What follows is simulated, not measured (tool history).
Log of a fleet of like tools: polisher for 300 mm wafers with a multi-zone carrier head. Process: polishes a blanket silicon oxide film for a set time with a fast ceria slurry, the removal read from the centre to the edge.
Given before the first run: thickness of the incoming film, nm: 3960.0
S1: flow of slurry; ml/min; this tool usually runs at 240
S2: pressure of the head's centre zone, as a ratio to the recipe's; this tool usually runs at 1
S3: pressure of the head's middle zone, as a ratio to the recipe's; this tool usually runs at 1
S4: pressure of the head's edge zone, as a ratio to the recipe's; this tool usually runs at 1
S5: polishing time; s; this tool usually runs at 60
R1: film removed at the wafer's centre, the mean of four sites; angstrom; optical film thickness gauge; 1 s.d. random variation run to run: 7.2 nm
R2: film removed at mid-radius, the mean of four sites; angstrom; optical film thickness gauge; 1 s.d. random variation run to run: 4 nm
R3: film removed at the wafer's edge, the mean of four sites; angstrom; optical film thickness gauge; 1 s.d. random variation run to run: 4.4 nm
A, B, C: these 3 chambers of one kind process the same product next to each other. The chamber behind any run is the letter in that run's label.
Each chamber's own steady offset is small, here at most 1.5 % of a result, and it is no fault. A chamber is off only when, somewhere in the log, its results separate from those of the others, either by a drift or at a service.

run,hour,S1,S2,S3,S4,S5,R1,R2,R3
1C,4.9,240,1,1,1,60,5826.9,5878.1,5845.3
2B,12.5,240,1,1,1,60,5941.3,5869.8,5879.4
3A,19.9,240,1,1,1,60,5915.4,5907.5,5877.8
4A,25.5,240,1,1,1,60,6100.4,5820.1,5884.9
5B,32.7,240,1,1,1,60,5782.4,5872.9,5843.6
6C,42.7,295,0.91,1,1,60,5447.4,6045.5,5908.8
7C,50.4,295,0.91,1,1,60,5528.2,5989.6,5980.4
# hour 54.5: chamber A: worn pad replaced by a new one
8B,59.3,295,0.91,1,1,60,5462.3,6108.1,5988.6
9A,67.9,240,1,1,1,60,6032.8,5853.6,5968.7
10C,76.9,240,1,1.06,1,40,3826.1,4135,3888.6
11B,86,240,1,1.06,1,40,3841.2,4158.5,3940.7
12A,93.5,240,1,1.06,1,40,3990.2,4066.4,3955.3
# hour 96.1: chamber C: worn pad replaced by a new one
13A,100.9,240,1,1,1,60,5937,5833.9,5918.9
14C,107.4,240,1,1,1,60,5867.8,5933.1,5879.8
15B,113.3,240,1,1,1,60,5959,5889.7,5870.3
16C,119.6,240,1,1,1,60,5856,5859.3,5761.8
17B,129.2,240,1,1,1,60,5967.5,5934.1,5947.9
18A,136,240,1,1,1,60,5790.3,5790.5,5835.4
19C,144.4,240,1,1,1,60,5922.6,5892.6,5952.1
20B,148.8,240,1,1,1,60,5928.8,5924.4,5824.3
21A,155.9,240,1,1,1,60,5963.4,5869.9,5930
22C,162.4,240,1,1,1,60,5832.1,5934.6,5884.6
23A,171.7,240,1,1,1,60,5896.7,5900.9,5894.4
24B,179.6,240,1,1,1,60,5886.2,5849.8,5909.1
# hour 182.4: chamber B: worn pad replaced by a new one
25A,185.4,240,1,1,1,60,5948.5,5821.3,5861.8
# hour 186: chamber A: worn pad replaced by a new one
26B,192.3,295,1,1,1,40,4125.3,4028.5,4027.1
27C,199,295,1,1,1,40,3988.1,4021.4,3910.7
28C,204.3,295,1,1,1,40,4044.1,4035.3,3981.9
29A,213.1,240,1,1,1,60,5913.8,5920,5952.7
30B,218.4,240,1,1,1,60,5856.9,5895,5918.4
# hour 218.8: chamber C: worn pad replaced by a new one
31C,224.7,240,1,1,1,60,5919.2,5962.9,5866.5
# hour 231.3: chamber B: slurry nozzle cleaned
32A,231.9,240,1,1,1,60,5943.9,5899.4,5936.9
33B,240.5,240,1,1,1,60,5882.9,5917.8,5881.7
34C,246.5,240,1,1,1,60,5834.9,5830.4,5768.9
35A,252.2,240,1,1,1,60,6005.8,5850.1,5952.6
36B,256.9,240,1,1,1,60,5961,6016.9,5875.3
# hour 260.8: chamber A: edge zone pressure recalibrated
37A,262.9,315,1,1,1.09,60,6122.1,5905,6324.1
38B,270.5,315,1,1,1.09,60,6148.5,6161.5,6220.4
39C,277.1,315,1,1,1.09,60,6037.8,6000.2,6285.8
40C,284.2,240,1,1,1,60,6033.8,5851.3,5880.7
41B,294.1,240,1,1,1,60,5876.5,5901.1,5932.1
42A,303.2,240,1,1,1,60,5968.9,5835.9,5858.3
# hour 303.4: chamber A: worn pad replaced by a new one
43A,312.3,240,1.09,1,1,60,6444.8,5903.5,5894.2
44B,318.5,240,1.09,1,1,60,6474.8,5966.9,5892.7

The same settings go to every chamber for the next run, one line per chamber below. Forecast the results for each:
45A,325.7,240,1,1,1,60,?,?,?
45B,325.7,240,1,1,1,60,?,?,?
45C,325.7,240,1,1,1,60,?,?,?

run,R1,R2,R3
45A,5842.3,5922.2,5869.3
45B,5887.6,5886.4,5924.3
45C,5889.9,5899.9,5769.4

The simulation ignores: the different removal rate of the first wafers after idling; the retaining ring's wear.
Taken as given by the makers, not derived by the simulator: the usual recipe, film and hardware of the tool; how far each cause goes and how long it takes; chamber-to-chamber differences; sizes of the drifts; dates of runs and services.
